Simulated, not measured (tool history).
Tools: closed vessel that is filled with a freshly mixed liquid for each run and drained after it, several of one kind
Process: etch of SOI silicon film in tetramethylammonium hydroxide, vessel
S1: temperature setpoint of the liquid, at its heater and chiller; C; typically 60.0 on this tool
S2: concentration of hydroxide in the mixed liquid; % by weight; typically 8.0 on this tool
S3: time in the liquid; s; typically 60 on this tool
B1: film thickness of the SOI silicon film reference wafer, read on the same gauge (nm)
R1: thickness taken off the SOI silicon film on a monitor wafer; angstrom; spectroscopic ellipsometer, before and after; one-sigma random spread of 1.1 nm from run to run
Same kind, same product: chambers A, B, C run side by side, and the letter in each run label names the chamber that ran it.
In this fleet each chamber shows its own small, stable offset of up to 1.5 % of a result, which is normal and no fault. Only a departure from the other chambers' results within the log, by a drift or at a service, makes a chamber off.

Run 1C, hour 10.5: usual settings; B1 29.976. Result: R1 2415.6 angstrom.
Run 2A, hour 19.8: usual settings; B1 30.003. Result: R1 2447.7 angstrom.
Run 3B, hour 28.5: usual settings; B1 30.002. Result: R1 2407.8 angstrom.
Run 4A, hour 35.0: usual settings; B1 29.986. Result: R1 2443.5 angstrom.
Run 5C, hour 45.0: usual settings; B1 30.000. Result: R1 2434.0 angstrom.
Run 6B, hour 53.9: usual settings; B1 30.012. Result: R1 2404.0 angstrom.
Run 7B, hour 59.9: usual settings; B1 30.002. Result: R1 2416.4 angstrom.
Run 8C, hour 65.0: usual settings; B1 29.996. Result: R1 2419.5 angstrom.
Run 9A, hour 70.2: usual settings; B1 29.999. Result: R1 2476.6 angstrom.
Run 10C, hour 79.1: usual settings; B1 30.002. Result: R1 2425.1 angstrom.
Run 11A, hour 85.5: usual settings but S1 62.5 C, S3 35 s; B1 30.011. Result: R1 1688.5 angstrom.
Run 12B, hour 92.8: usual settings but S1 62.5 C, S3 35 s; B1 29.998. Result: R1 1643.7 angstrom.
Run 13A, hour 101.3: usual settings but S1 62.5 C, S3 35 s; B1 29.991. Result: R1 1697.3 angstrom.
Run 14B, hour 110.9: usual settings; B1 30.007. Result: R1 2406.2 angstrom.
At hour 114.0: chamber A: hydroxide flow meter replaced.
Run 15C, hour 119.6: usual settings; B1 30.009. Result: R1 2438.3 angstrom.
At hour 124.2: chamber C: thermometer replaced.
Run 16B, hour 127.3: usual settings; B1 30.002. Result: R1 2409.0 angstrom.
Run 17C, hour 135.9: usual settings but S2 9.5 % by weight; B1 29.988. Result: R1 2291.2 angstrom.
Run 18A, hour 145.9: usual settings but S2 9.5 % by weight; B1 30.015. Result: R1 2384.9 angstrom.
Run 19C, hour 156.2: usual settings but S2 9.5 % by weight; B1 29.981. Result: R1 2304.4 angstrom.
Run 20B, hour 161.0: usual settings; B1 29.988. Result: R1 2415.3 angstrom.
Run 21A, hour 167.8: usual settings; B1 30.003. Result: R1 2567.3 angstrom.
Run 22C, hour 174.0: usual settings but S2 7.0 % by weight; B1 29.997. Result: R1 2516.1 angstrom.
Run 23A, hour 179.2: usual settings but S2 7.0 % by weight; B1 30.017. Result: R1 2671.3 angstrom.
Run 24B, hour 189.6: usual settings but S2 7.0 % by weight; B1 30.009. Result: R1 2503.2 angstrom.
Run 25C, hour 195.6: usual settings but S1 65.5 C, S2 9.5 % by weight; B1 30.028. Result: R1 3211.8 angstrom.

The same settings go to every chamber for the next run, one line per chamber below. Forecast the results for each:
Run 26A, hour 203.3: usual settings but S2 9.5 % by weight. Result: R1 ?.
Run 26B, hour 203.3: usual settings but S2 9.5 % by weight. Result: R1 ?.
Run 26C, hour 203.3: usual settings but S2 9.5 % by weight. Result: R1 ?.

run      R1
26A  2433.9
26B  2264.9
26C  2288.3

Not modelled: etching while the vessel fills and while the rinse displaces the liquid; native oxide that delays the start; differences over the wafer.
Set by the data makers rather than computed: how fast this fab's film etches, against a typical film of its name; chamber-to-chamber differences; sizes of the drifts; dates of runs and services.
